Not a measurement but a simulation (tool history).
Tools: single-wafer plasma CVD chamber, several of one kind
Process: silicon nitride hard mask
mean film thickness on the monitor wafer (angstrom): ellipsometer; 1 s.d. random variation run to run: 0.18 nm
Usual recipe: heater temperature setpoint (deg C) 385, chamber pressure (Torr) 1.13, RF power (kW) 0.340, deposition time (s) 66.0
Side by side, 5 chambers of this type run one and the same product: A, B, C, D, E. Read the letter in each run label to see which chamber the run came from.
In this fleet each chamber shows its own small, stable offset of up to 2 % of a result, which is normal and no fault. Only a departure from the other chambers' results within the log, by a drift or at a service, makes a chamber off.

run   hour  heater temperature setpoint (deg C)  chamber pressure (Torr)  RF power (kW)  deposition time (s)  read-back reference wafer on the same gauge, thickness_nm  mean film thickness on the monitor wafer (angstrom)
 1A    2.3                                  385                     1.13          0.340                 66.0                                                     69.890                                               756.71
 2D    7.0                                  385                     1.13          0.340                 66.0                                                     69.888                                               743.02
 3C   10.1                                  385                     1.13          0.340                 66.0                                                     69.873                                               750.90
 4B   12.8                                  385                     1.13          0.340                 66.0                                                     69.908                                               741.68
 5E   15.3                                  385                     1.13          0.340                 66.0                                                     69.875                                               744.97
 6B   17.5                                  385                     1.13          0.340                 66.0                                                     69.927                                               739.76
 7E   20.9                                  385                     1.13          0.340                 66.0                                                     69.900                                               742.10
 8D   23.8                                  385                     1.13          0.340                 66.0                                                     69.890                                               741.13
 9C   27.0                                  385                     1.26          0.340                 66.0                                                     69.886                                               775.29
10A   29.1                                  385                     1.26          0.340                 66.0                                                     69.905                                               785.20
11B   34.1                                  385                     1.26          0.340                 66.0                                                     69.890                                               768.36
12C   37.6                                  385                     1.26          0.340                 66.0                                                     69.894                                               774.13
13A   40.8                                  385                     1.26          0.340                 66.0                                                     69.917                                               781.41
14D   45.1                                  385                     1.13          0.280                 61.1                                                     69.876                                               605.18
15E   47.7                                  385                     1.13          0.280                 61.1                                                     69.888                                               601.30
16B   52.4                                  385                     1.13          0.280                 61.1                                                     69.877                                               601.06
17D   57.2                                  385                     1.13          0.280                 61.1                                                     69.873                                               605.76
18A   60.3                                  385                     1.13          0.280                 61.1                                                     69.902                                               615.46
19E   63.8                                  385                     1.13          0.340                 66.0                                                     69.933                                               742.81
20C   68.1                                  385                     1.13          0.340                 66.0                                                     69.833                                               749.40
21E   71.3                                  385                     1.13          0.340                 66.0                                                     69.863                                               745.87
22C   74.1                                  385                     1.13          0.340                 66.0                                                     69.914                                               746.56
23B   77.8                                  385                     1.13          0.340                 66.0                                                     69.929                                               737.90
24D   81.5                                  385                     1.13          0.340                 66.0                                                     69.941                                               739.76
25A   84.8                                  385                     1.13          0.340                 66.0                                                     69.888                                               756.83
26E   87.8                                  385                     1.13          0.340                 66.0                                                     69.888                                               742.68
27C   90.5                                  385                     1.13          0.340                 66.0                                                     69.892                                               743.88
28D   93.6                                  385                     1.13          0.340                 66.0                                                     69.902                                               745.73
29B   98.1                                  385                     1.13          0.340                 66.0                                                     69.936                                               736.32
30A  101.5                                  385                     1.13          0.340                 66.0                                                     69.904                                               753.74
31A  106.3                                  385                     1.13          0.340                 66.0                                                     69.933                                               755.64

Predict what each chamber gives when all 5 of them run the settings below next.
32A  109.9                                  385                     1.13          0.340                 66.0                                                                                                               ?
32B  109.9                                  385                     1.13          0.340                 66.0                                                                                                               ?
32C  109.9                                  385                     1.13          0.340                 66.0                                                                                                               ?
32D  109.9                                  385                     1.13          0.340                 66.0                                                                                                               ?
32E  109.9                                  385                     1.13          0.340                 66.0                                                                                                               ?

run  mean film thickness on the monitor wafer (angstrom)
32A                                               754.53
32B                                               741.94
32C                                               747.81
32D                                               744.18
32E                                               743.60

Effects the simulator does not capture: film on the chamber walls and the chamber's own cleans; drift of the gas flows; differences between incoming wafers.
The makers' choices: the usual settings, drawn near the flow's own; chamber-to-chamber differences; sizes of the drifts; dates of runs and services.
